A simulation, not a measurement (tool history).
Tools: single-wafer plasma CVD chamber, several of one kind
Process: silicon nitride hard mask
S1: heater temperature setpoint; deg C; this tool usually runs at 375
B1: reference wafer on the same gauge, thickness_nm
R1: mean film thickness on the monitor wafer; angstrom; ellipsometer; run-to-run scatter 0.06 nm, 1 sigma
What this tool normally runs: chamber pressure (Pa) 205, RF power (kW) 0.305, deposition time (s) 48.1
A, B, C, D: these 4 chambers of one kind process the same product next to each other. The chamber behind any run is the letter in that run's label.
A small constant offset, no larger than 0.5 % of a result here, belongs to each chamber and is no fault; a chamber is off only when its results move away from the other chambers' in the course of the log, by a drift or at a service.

Run 1A, hour 6.2: usual settings; B1 63.693. Result: R1 557.95 angstrom.
Run 2C, hour 12.2: usual settings; B1 63.709. Result: R1 560.50 angstrom.
Run 3D, hour 18.9: usual settings; B1 63.709. Result: R1 559.55 angstrom.
Run 4B, hour 25.1: usual settings; B1 63.748. Result: R1 561.74 angstrom.
Run 5D, hour 30.3: usual settings; B1 63.757. Result: R1 560.94 angstrom.
Run 6A, hour 33.7: usual settings; B1 63.746. Result: R1 558.63 angstrom.
Run 7B, hour 37.6: usual settings; B1 63.759. Result: R1 560.91 angstrom.
Run 8C, hour 44.9: usual settings; B1 63.750. Result: R1 561.95 angstrom.
Run 9B, hour 52.3: usual settings; B1 63.766. Result: R1 562.34 angstrom.
Run 10D, hour 58.4: usual settings; B1 63.770. Result: R1 560.17 angstrom.
Run 11C, hour 63.1: usual settings; B1 63.766. Result: R1 562.07 angstrom.
Run 12A, hour 68.8: usual settings; B1 63.789. Result: R1 559.57 angstrom.
Run 13D, hour 72.6: usual settings; B1 63.768. Result: R1 559.64 angstrom.
Run 14A, hour 79.0: usual settings; B1 63.784. Result: R1 559.52 angstrom.
Run 15B, hour 84.7: usual settings; B1 63.806. Result: R1 561.67 angstrom.
Run 16C, hour 89.0: usual settings but S1 369 deg C, chamber pressure (Pa) 231; B1 63.819. Result: R1 582.78 angstrom.
Run 17B, hour 95.0: usual settings but S1 369 deg C, chamber pressure (Pa) 231; B1 63.832. Result: R1 582.93 angstrom.
Run 18C, hour 98.5: usual settings but S1 369 deg C, chamber pressure (Pa) 231; B1 63.818. Result: R1 582.25 angstrom.
Run 19D, hour 105.3: usual settings but S1 369 deg C, chamber pressure (Pa) 231; B1 63.818. Result: R1 581.57 angstrom.
Run 20A, hour 108.8: usual settings; B1 63.821. Result: R1 560.34 angstrom.
Run 21D, hour 115.1: usual settings; B1 63.841. Result: R1 559.75 angstrom.
Run 22B, hour 122.7: usual settings; B1 63.841. Result: R1 563.01 angstrom.
Run 23A, hour 129.2: usual settings; B1 63.851. Result: R1 560.41 angstrom.
Run 24C, hour 135.8: usual settings but RF power (kW) 0.275; B1 63.842. Result: R1 524.28 angstrom.
Run 25C, hour 139.4: usual settings but RF power (kW) 0.275; B1 63.858. Result: R1 524.63 angstrom.
Run 26D, hour 144.1: usual settings but RF power (kW) 0.275; B1 63.867. Result: R1 523.59 angstrom.
Run 27A, hour 149.1: usual settings but RF power (kW) 0.275; B1 63.872. Result: R1 523.17 angstrom.
Run 28B, hour 155.1: usual settings; B1 63.872. Result: R1 562.83 angstrom.
Run 29A, hour 160.0: usual settings; B1 63.895. Result: R1 560.63 angstrom.
Run 30D, hour 166.5: usual settings; B1 63.889. Result: R1 561.79 angstrom.
Run 31B, hour 171.8: usual settings; B1 63.903. Result: R1 562.13 angstrom.
Run 32C, hour 176.7: usual settings but S1 365 deg C, deposition time (s) 54.1; B1 63.897. Result: R1 635.46 angstrom.
Run 33A, hour 181.6: usual settings but S1 365 deg C, deposition time (s) 54.1; B1 63.898. Result: R1 632.14 angstrom.
Run 34B, hour 187.8: usual settings but S1 365 deg C, deposition time (s) 54.1; B1 63.922. Result: R1 635.46 angstrom.
Run 35C, hour 195.1: usual settings but S1 365 deg C, deposition time (s) 54.1; B1 63.921. Result: R1 635.58 angstrom.
Run 36D, hour 200.7: usual settings; B1 63.932. Result: R1 561.90 angstrom.
Run 37A, hour 204.9: usual settings; B1 63.950. Result: R1 561.31 angstrom.
Run 38B, hour 209.3: usual settings; B1 63.957. Result: R1 562.81 angstrom.
Run 39D, hour 213.5: usual settings but deposition time (s) 55.2; B1 63.955. Result: R1 643.77 angstrom.
Run 40C, hour 220.8: usual settings but deposition time (s) 55.2; B1 63.970. Result: R1 647.61 angstrom.
Run 41C, hour 226.4: usual settings but deposition time (s) 55.2; B1 63.949. Result: R1 647.77 angstrom.
Run 42B, hour 232.3: usual settings but deposition time (s) 55.2; B1 63.956. Result: R1 646.37 angstrom.

Has any chamber moved away from the others, gradually or after a service, or does the common gauge drift, or do the chambers differ only by their own small steady offsets? State the chamber and the most likely cause if one applies.

Every chamber seems to shift together because the gauge that measures them all drifts; the chambers themselves are fine.
Most likely cause: gauge reads high (%) = 0.441.
